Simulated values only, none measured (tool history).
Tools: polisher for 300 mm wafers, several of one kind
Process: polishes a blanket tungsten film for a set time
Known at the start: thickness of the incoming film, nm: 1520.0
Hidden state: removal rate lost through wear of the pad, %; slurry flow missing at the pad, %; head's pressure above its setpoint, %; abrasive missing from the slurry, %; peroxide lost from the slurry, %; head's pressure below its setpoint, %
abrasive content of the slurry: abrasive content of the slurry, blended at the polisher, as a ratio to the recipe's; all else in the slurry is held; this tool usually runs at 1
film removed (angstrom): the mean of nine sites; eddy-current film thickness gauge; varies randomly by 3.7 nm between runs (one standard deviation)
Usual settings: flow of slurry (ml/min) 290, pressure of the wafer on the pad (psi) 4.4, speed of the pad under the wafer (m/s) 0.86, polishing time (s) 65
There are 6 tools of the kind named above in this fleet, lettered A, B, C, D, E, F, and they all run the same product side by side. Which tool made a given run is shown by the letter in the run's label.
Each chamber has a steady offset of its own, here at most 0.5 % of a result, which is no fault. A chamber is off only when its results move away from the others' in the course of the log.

run,hour,flow of slurry (ml/min),pressure of the wafer on the pad (psi),speed of the pad under the wafer (m/s),abrasive content of the slurry,polishing time (s),wafers polished on this pad,hours since the slurry nozzle was cleaned,hours since the head pressure was calibrated,hours since the slurry blender was calibrated,hours since the slurry got fresh peroxide,film removed (angstrom)
1E,9.1,290,4.4,0.86,1,65,793,35.2,159.0,93.1,87.3,2538.9
# hour 10.3: chamber A: slurry tank refilled with fresh slurry and peroxide
2A,13.5,290,4.4,0.86,1,65,619,163.2,787.5,44.6,3.2,2510.7
3D,21.2,290,4.4,0.86,1,65,970,124.5,141.7,181.5,66.9,2482.9
# hour 21.7: chamber B: slurry tank refilled with fresh slurry and peroxide
# hour 28.8: chamber E: slurry tank refilled with fresh slurry and peroxide
4B,30.3,290,4.4,0.86,1,65,577,302.6,288.1,323.4,8.6,2482.6
# hour 32.2: chamber B: worn pad replaced by a new one
# hour 35.8: chamber D: worn pad replaced by a new one
5F,35.8,290,4.4,0.86,1,65,525,562.3,930.5,79.6,64.2,2518.4
6C,45.2,290,4.4,0.86,1,65,434,628.1,967.7,74.3,118.2,2506.7
# hour 49.9: chamber F: worn pad replaced by a new one
# hour 52.1: chamber A: worn pad replaced by a new one
7A,53.2,290,4.4,0.86,1,65,7,202.9,827.2,84.3,42.9,2555.1
8B,62.3,225,4.4,0.86,1,65,198,334.6,320.1,355.4,40.6,2417.5
9F,67.3,225,4.4,0.86,1,65,114,593.8,962.0,111.1,95.7,2442.7
# hour 71.4: chamber C: worn pad replaced by a new one
# hour 72.7: chamber B: slurry tank refilled with fresh slurry and peroxide
10D,75.0,225,4.4,0.86,1,65,258,178.3,195.5,235.3,120.7,2412.4
# hour 77.1: chamber F: slurry blender recalibrated
11E,80.6,225,4.4,0.86,1,65,1264,106.7,230.5,164.6,51.9,2437.7
12C,85.3,225,4.4,0.86,1,65,91,668.2,1007.8,114.4,158.3,2426.9
13B,91.0,225,4.4,0.86,1,65,387,363.3,348.8,384.1,18.4,2464.2
# hour 94.5: chamber C: slurry tank refilled with fresh slurry and peroxide
14C,99.0,290,4.4,0.86,1,65,181,681.9,1021.5,128.1,4.6,2449.6
# hour 102.0: chamber E: worn pad replaced by a new one
# hour 103.5: chamber B: worn pad replaced by a new one
15F,106.3,290,4.4,0.86,1,65,371,632.8,1001.0,29.2,134.7,2528.5
# hour 108.8: chamber B: slurry blender recalibrated
16D,112.3,290,4.4,0.86,1,65,503,215.6,232.8,272.6,158.0,2344.7
17E,118.4,320,4.4,0.86,1,65,108,144.5,268.3,202.4,89.7,2493.6
# hour 122.6: chamber B: slurry tank refilled with fresh slurry and peroxide
18A,122.9,320,4.4,0.86,1,65,466,272.6,896.9,154.0,112.6,2468.9
# hour 123.8: chamber C: slurry blender recalibrated
19D,128.3,320,4.4,0.86,1,65,608,231.6,248.8,288.6,174.0,2408.0
# hour 128.4: chamber C: head pressure recalibrated
# hour 135.5: chamber F: worn pad replaced by a new one
20F,136.3,320,4.4,0.86,1,65,5,662.8,1031.0,59.2,164.7,2520.2
# hour 140.0: chamber E: slurry tank refilled with fresh slurry and peroxide
21B,144.0,320,4.4,0.86,1,65,266,416.3,401.8,35.2,21.5,2513.5
22C,150.5,320,4.4,0.86,1,65,520,733.4,22.2,26.8,56.1,2521.1
23E,154.8,290,4.4,0.86,1,65,347,180.9,304.7,238.8,14.8,2535.0
# hour 157.4: chamber F: slurry nozzle cleaned
# hour 162.9: chamber F: slurry tank refilled with fresh slurry and peroxide
24A,162.9,290,4.4,0.86,1,65,729,312.6,936.9,194.0,152.6,2447.8
# hour 166.6: chamber C: worn pad replaced by a new one
# hour 169.1: chamber A: slurry tank refilled with fresh slurry and peroxide
25A,172.5,210,4.4,1.12,1,65,792,322.2,946.5,203.6,3.4,3126.7
# hour 174.0: chamber B: slurry tank refilled with fresh slurry and peroxide
26F,180.7,210,4.4,1.12,1,65,297,23.3,1075.4,103.6,17.8,3146.0
# hour 185.8: chamber B: worn pad replaced by a new one
27E,187.3,210,4.4,1.12,1,65,561,213.4,337.2,271.3,47.3,3196.7
# hour 190.9: chamber A: worn pad replaced by a new one
28D,193.4,210,4.4,1.12,1,65,1037,296.7,313.9,353.7,239.1,2823.0
# hour 194.7: chamber C: slurry nozzle cleaned
29C,198.6,210,4.4,1.12,1,65,210,4.0,70.3,74.9,104.2,3188.8
# hour 203.6: chamber F: slurry blender recalibrated
30B,205.1,210,4.4,1.12,1,65,127,477.4,462.9,96.3,31.2,3203.4
# hour 210.9: chamber F: worn pad replaced by a new one
31D,212.1,290,4.4,0.86,1,65,1160,315.4,332.6,372.4,257.8,2206.4
32F,220.3,245,4.4,0.86,1,65,62,62.9,1115.0,16.7,57.4,2477.3
33C,228.0,245,4.4,0.86,1,65,404,33.4,99.7,104.3,133.6,2531.4
# hour 230.7: chamber B: slurry tank refilled with fresh slurry and peroxide
# hour 232.6: chamber B: slurry nozzle cleaned
# hour 233.1: chamber A: slurry blender recalibrated
34E,234.5,245,4.4,0.86,1,65,872,260.6,384.4,318.5,94.5,2502.2
35B,244.0,245,4.4,0.86,1,65,383,11.5,501.8,135.2,13.3,2404.5
36A,249.7,245,4.4,0.86,1,65,386,399.4,1023.7,16.7,80.6,2529.6

Next, every chamber runs the same settings. What will each give?
37A,256.8,290,4.4,0.64,1,65,,,,,,?
37B,256.8,290,4.4,0.64,1,65,,,,,,?
37C,256.8,290,4.4,0.64,1,65,,,,,,?
37D,256.8,290,4.4,0.64,1,65,,,,,,?
37E,256.8,290,4.4,0.64,1,65,,,,,,?
37F,256.8,290,4.4,0.64,1,65,,,,,,?

run,film removed (angstrom)
37A,1888.8
37B,1855.9
37C,1862.0
37D,1580.2
37E,1894.9
37F,1818.9

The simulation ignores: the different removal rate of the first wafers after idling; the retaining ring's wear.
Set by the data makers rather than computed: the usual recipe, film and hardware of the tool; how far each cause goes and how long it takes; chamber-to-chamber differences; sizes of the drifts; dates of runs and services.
